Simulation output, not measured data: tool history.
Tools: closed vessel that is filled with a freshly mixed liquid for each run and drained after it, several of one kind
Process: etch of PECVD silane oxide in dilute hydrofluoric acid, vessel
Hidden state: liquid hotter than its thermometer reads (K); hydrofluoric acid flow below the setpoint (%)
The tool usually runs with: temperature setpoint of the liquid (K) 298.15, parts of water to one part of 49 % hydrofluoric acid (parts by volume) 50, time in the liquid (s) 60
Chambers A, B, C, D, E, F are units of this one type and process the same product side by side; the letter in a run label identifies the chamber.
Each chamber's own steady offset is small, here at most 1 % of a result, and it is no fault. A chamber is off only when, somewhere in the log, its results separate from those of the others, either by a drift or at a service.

run   hour  temperature setpoint of the liquid (K)  parts of water to one part of 49 % hydrofluoric acid (parts by volume)  time in the liquid (s)  hours since the thermometer was replaced  hours since the hydrofluoric acid flow meter was replaced  read-back film thickness of the PECVD silane oxide reference wafer, read on the same gauge (nm)  thickness taken off the PECVD silane oxide on a monitor wafer (angstrom)
 1A    8.8                                  298.15                                                                      50                      60                                     407.3                                                      489.5                                                                                           100.02                                                                    260.66
 2D   18.4                                  298.15                                                                      50                      60                                     103.7                                                     1138.1                                                                                           99.986                                                                    267.59
 3C   28.3                                  298.15                                                                      50                      60                                      1165                                                      372.4                                                                                           99.982                                                                     265.1
 4B   33.7                                  298.15                                                                      50                      60                                     883.9                                                       2306                                                                                            99.99                                                                    265.87
 5F   40.9                                  298.15                                                                      50                      60                                     361.4                                                       76.3                                                                                           99.998                                                                    269.14
 6E     46                                  298.15                                                                      50                      60                                    1051.8                                                      604.8                                                                                           100.01                                                                    265.68
 7A   51.6                                  298.15                                                                      50                      60                                     450.1                                                      532.3                                                                                           99.985                                                                    262.13
      54.1  -- chamber E: thermometer replaced
      57.1  -- chamber A: thermometer replaced
 8E   61.2                                  298.15                                                                      50                      60                                       7.1                                                        620                                                                                           100.01                                                                    264.81
 9B   68.5                                  298.15                                                                      50                      60                                     918.7                                                     2340.8                                                                                           100.01                                                                    262.82
10D     76                                  298.15                                                                      50                      60                                     161.3                                                     1195.7                                                                                           100.01                                                                    263.95
11C   81.3                                  298.15                                                                      50                      60                                      1218                                                      425.4                                                                                           99.992                                                                    263.95
12F   89.8                                  298.15                                                                      50                      60                                     410.3                                                      125.2                                                                                           100.03                                                                    264.22
13B   96.9                                  298.15                                                                      50                      60                                     947.1                                                     2369.2                                                                                           99.997                                                                    261.28
14E  103.2                                  298.15                                                                      50                      90                                      49.1                                                        662                                                                                              100                                                                    391.45
15A  109.5                                  298.15                                                                      50                      90                                      52.4                                                      590.2                                                                                           100.01                                                                     391.8
16F  117.8                                  298.15                                                                      50                      90                                     438.3                                                      153.2                                                                                           99.997                                                                    395.55
17C  123.6                                  298.15                                                                      50                      90                                    1260.3                                                      467.7                                                                                           99.987                                                                    397.04
18D  130.9                                  298.15                                                                      50                      90                                     216.2                                                     1250.6                                                                                           99.983                                                                    400.96
19B  139.2                                  298.15                                                                      50                      90                                     989.4                                                     2411.5                                                                                           99.984                                                                    393.38
20E  146.9                                  298.15                                                                      50                      60                                      92.8                                                      705.7                                                                                           100.02                                                                    253.76
21A  151.9                                  298.15                                                                      50                      60                                      94.8                                                      632.6                                                                                           99.994                                                                     260.3
22F  160.2                                  298.15                                                                      50                      60                                     480.7                                                      195.6                                                                                           100.01                                                                    261.21
     162.7  -- chamber A: hydrofluoric acid flow meter replaced
23C  165.9                                  298.15                                                                      50                      60                                    1302.6                                                        510                                                                                           99.995                                                                    264.16
24D  172.1                                  295.65                                                                      70                      60                                     257.4                                                     1291.8                                                                                           100.01                                                                    168.14
25B  177.6                                  295.65                                                                      70                      60                                    1027.8                                                     2449.9                                                                                           100.01                                                                    167.06
26D  182.5                                  295.65                                                                      70                      60                                     267.8                                                     1302.2                                                                                           100.01                                                                    165.93
27C  192.1                                  295.65                                                                      70                      60                                    1328.8                                                      536.2                                                                                           99.974                                                                     168.8
28A  198.6                                  295.65                                                                      70                      60                                     141.5                                                         36                                                                                           99.969                                                                    165.27
29E  208.7                                  295.65                                                                      70                      60                                     154.6                                                      767.5                                                                                              100                                                                    161.14
30F  216.1                                  298.15                                                                      50                      60                                     536.6                                                      251.5                                                                                           99.974                                                                    263.27
31C  223.4                                  298.15                                                                      50                      60                                    1360.1                                                      567.5                                                                                              100                                                                    263.52
32D  232.6                                  298.15                                                                      50                      60                                     317.9                                                     1352.3                                                                                              100                                                                    260.78
33E  242.2                                  298.15                                                                      50                      60                                     188.1                                                        801                                                                                           100.03                                                                    246.64
34A  252.2                                  298.15                                                                      50                      60                                     195.1                                                       89.6                                                                                           99.984                                                                    262.94
35F  258.5                                  298.15                                                                      50                      60                                       579                                                      293.9                                                                                           99.974                                                                    263.11
36B  265.6                                  298.15                                                                      50                      85                                    1115.8                                                     2537.9                                                                                              100                                                                    369.75
37E  274.1                                  298.15                                                                      50                      85                                       220                                                      832.9                                                                                           100.04                                                                    354.44
38A  281.4                                  298.15                                                                      50                      85                                     224.3                                                      118.8                                                                                           100.01                                                                    371.05
39C  286.9                                  298.15                                                                      50                      85                                    1423.6                                                        631                                                                                           100.02                                                                    374.23

Does one chamber stand apart from the rest, does the shared gauge drift, or is all well apart from small per-chamber offsets? Give the chamber and the most likely cause, where there is one.

Chamber E drifts away from the others.
What lies behind it: hydrofluoric acid flow below the setpoint (%) = 6.67.

Below are 4 candidate recipes for chamber E's next run, each the usual settings with a change, their results shown as question marks. Which of them brings E's results back in line with what the other chambers give on the usual settings?
In line here means within this much of the mean the other chambers give on the usual settings: thickness taken off the PECVD silane oxide on a monitor wafer (angstrom) 8.3
40E-1  294.8                                  294.65                                                                      50                      60                                                                                                                                                                                                                                                                               ?
40E-2  294.8                                  298.65                                                                      45                      60                                                                                                                                                                                                                                                                               ?
40E-3  294.8                                  298.15                                                                      50                      65                                                                                                                                                                                                                                                                               ?
40E-4  294.8                                  296.65                                                                      50                      60                                                                                                                                                                                                                                                                               ?

Average result of the remaining chambers running the usual settings: thickness taken off the PECVD silane oxide on a monitor wafer (angstrom) 264.22
  run  thickness taken off the PECVD silane oxide on a monitor wafer (angstrom)
40E-1                                                                    213.07
40E-2                                                                    281.54
40E-3                                                                    266.93
40E-4                                                                    231.62
Change 40E-3 lands the chamber within the allowed miss of the other chambers.

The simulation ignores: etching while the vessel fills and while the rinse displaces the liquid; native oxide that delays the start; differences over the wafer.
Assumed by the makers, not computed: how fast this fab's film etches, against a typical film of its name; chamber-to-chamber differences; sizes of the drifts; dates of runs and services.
